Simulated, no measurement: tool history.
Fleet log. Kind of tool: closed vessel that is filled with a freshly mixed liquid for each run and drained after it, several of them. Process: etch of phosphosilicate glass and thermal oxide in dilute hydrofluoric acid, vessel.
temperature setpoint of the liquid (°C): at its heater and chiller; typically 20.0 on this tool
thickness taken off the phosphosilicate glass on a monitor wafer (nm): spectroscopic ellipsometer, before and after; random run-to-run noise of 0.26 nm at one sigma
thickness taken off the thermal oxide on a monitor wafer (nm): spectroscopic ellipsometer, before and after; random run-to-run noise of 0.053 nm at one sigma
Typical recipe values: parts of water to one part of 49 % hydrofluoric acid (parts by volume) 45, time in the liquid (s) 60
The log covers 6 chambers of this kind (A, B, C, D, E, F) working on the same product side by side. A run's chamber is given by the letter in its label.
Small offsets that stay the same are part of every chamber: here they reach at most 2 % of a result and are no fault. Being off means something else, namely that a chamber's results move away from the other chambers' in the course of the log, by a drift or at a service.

run	hour	temperature setpoint of the liquid (°C)	parts of water to one part of 49 % hydrofluoric acid (parts by volume)	time in the liquid (s)	read-back film thickness of the phosphosilicate glass reference wafer, read on the same gauge (nm)	read-back film thickness of the thermal oxide reference wafer, read on the same gauge (nm)	thickness taken off the phosphosilicate glass on a monitor wafer (nm)	thickness taken off the thermal oxide on a monitor wafer (nm)
1E	5.0	20.0	45	60	129.99	89.984	86.156	5.8501
2B	10.2	20.0	45	60	129.99	90.022	86.186	5.9069
3C	12.8	20.0	45	60	129.98	90.035	85.481	5.8545
4D	16.9	20.0	45	60	130.01	89.988	85.599	5.7576
5A	22.1	20.0	45	60	130.00	89.985	84.946	5.7946
6F	25.4	20.0	45	60	129.96	89.930	85.103	5.8076
7A	28.6	20.0	55	90	130.03	90.007	103.850	6.9939
# hour 30.2: chamber B: thermometer replaced
8C	33.1	20.0	55	90	130.00	90.009	103.940	7.1413
9D	39.0	20.0	55	90	129.99	90.001	103.930	7.0751
10F	42.6	20.0	55	90	130.01	89.971	103.140	7.2632
11B	45.2	20.0	55	90	130.01	90.008	104.180	7.0266
12E	48.2	20.0	55	90	130.03	90.025	103.780	7.0417
13F	53.4	20.0	45	60	129.99	89.998	85.468	5.7962
14D	57.9	20.0	45	60	130.04	90.008	85.049	5.8133
15E	63.4	20.0	60	60	130.01	90.008	62.847	4.3181
16B	69.1	20.0	60	60	129.99	90.006	63.451	4.2640
17A	72.1	20.0	60	60	130.01	90.013	62.806	4.2241
18C	78.0	20.0	60	60	130.01	90.007	63.199	4.3856
19F	83.9	20.0	60	60	129.97	89.991	62.442	4.2844
20D	87.0	20.0	60	60	130.01	89.988	63.154	4.2311
21C	90.6	20.0	45	60	130.01	89.967	86.063	5.8557
# hour 92.3: chamber A: hydrofluoric acid flow meter replaced
22B	95.1	20.0	45	60	130.01	89.996	86.557	5.8449
23A	100.0	20.0	45	60	129.96	89.995	84.992	5.8142
24E	103.0	20.0	45	60	130.02	90.006	85.862	5.7621
25F	107.8	20.0	45	60	129.99	89.965	85.026	5.8991
26B	111.5	20.0	45	60	130.00	90.017	86.651	5.7426
27E	115.4	20.0	45	60	130.01	89.972	85.592	5.7754
28C	119.2	20.0	45	60	130.01	89.987	86.067	5.8930
29A	124.5	20.0	45	60	130.01	89.971	85.043	5.6792
30D	128.5	20.0	45	60	130.01	89.976	85.088	5.8164
31F	132.7	20.0	45	60	130.00	90.006	85.194	5.9241
32E	138.0	20.0	45	60	130.02	89.960	86.011	5.7482
33A	142.5	17.0	30	60	130.00	89.974	113.360	7.7520
34D	147.8	17.0	30	60	130.02	90.003	113.310	7.8616
35C	151.5	17.0	30	60	130.02	90.005	113.220	7.7901
36B	155.6	17.0	30	60	130.00	90.027	116.690	7.9580
37E	160.9	17.0	30	60	129.97	90.000	115.500	7.7999
38B	164.1	17.0	30	60	129.96	90.030	116.270	7.8303
39A	168.7	20.0	45	60	129.99	90.014	85.306	5.7888
40C	174.6	20.0	45	60	130.03	90.045	85.367	5.7638
41F	180.4	18.5	30	60	130.02	89.978	123.500	8.4790
42D	185.4	18.5	30	60	130.00	90.036	121.940	8.1487

Next, all 6 chambers run the settings below, one line each with question marks for the results. What does each chamber give?
43A	189.7	20.0	45	85			?	?
43B	189.7	20.0	45	85			?	?
43C	189.7	20.0	45	85			?	?
43D	189.7	20.0	45	85			?	?
43E	189.7	20.0	45	85			?	?
43F	189.7	20.0	45	85			?	?

run	thickness taken off the phosphosilicate glass on a monitor wafer (nm)	thickness taken off the thermal oxide on a monitor wafer (nm)
43A	120.960	8.1803
43B	122.570	8.2365
43C	121.090	8.4134
43D	121.130	8.2157
43E	121.840	8.2454
43F	120.720	8.2885

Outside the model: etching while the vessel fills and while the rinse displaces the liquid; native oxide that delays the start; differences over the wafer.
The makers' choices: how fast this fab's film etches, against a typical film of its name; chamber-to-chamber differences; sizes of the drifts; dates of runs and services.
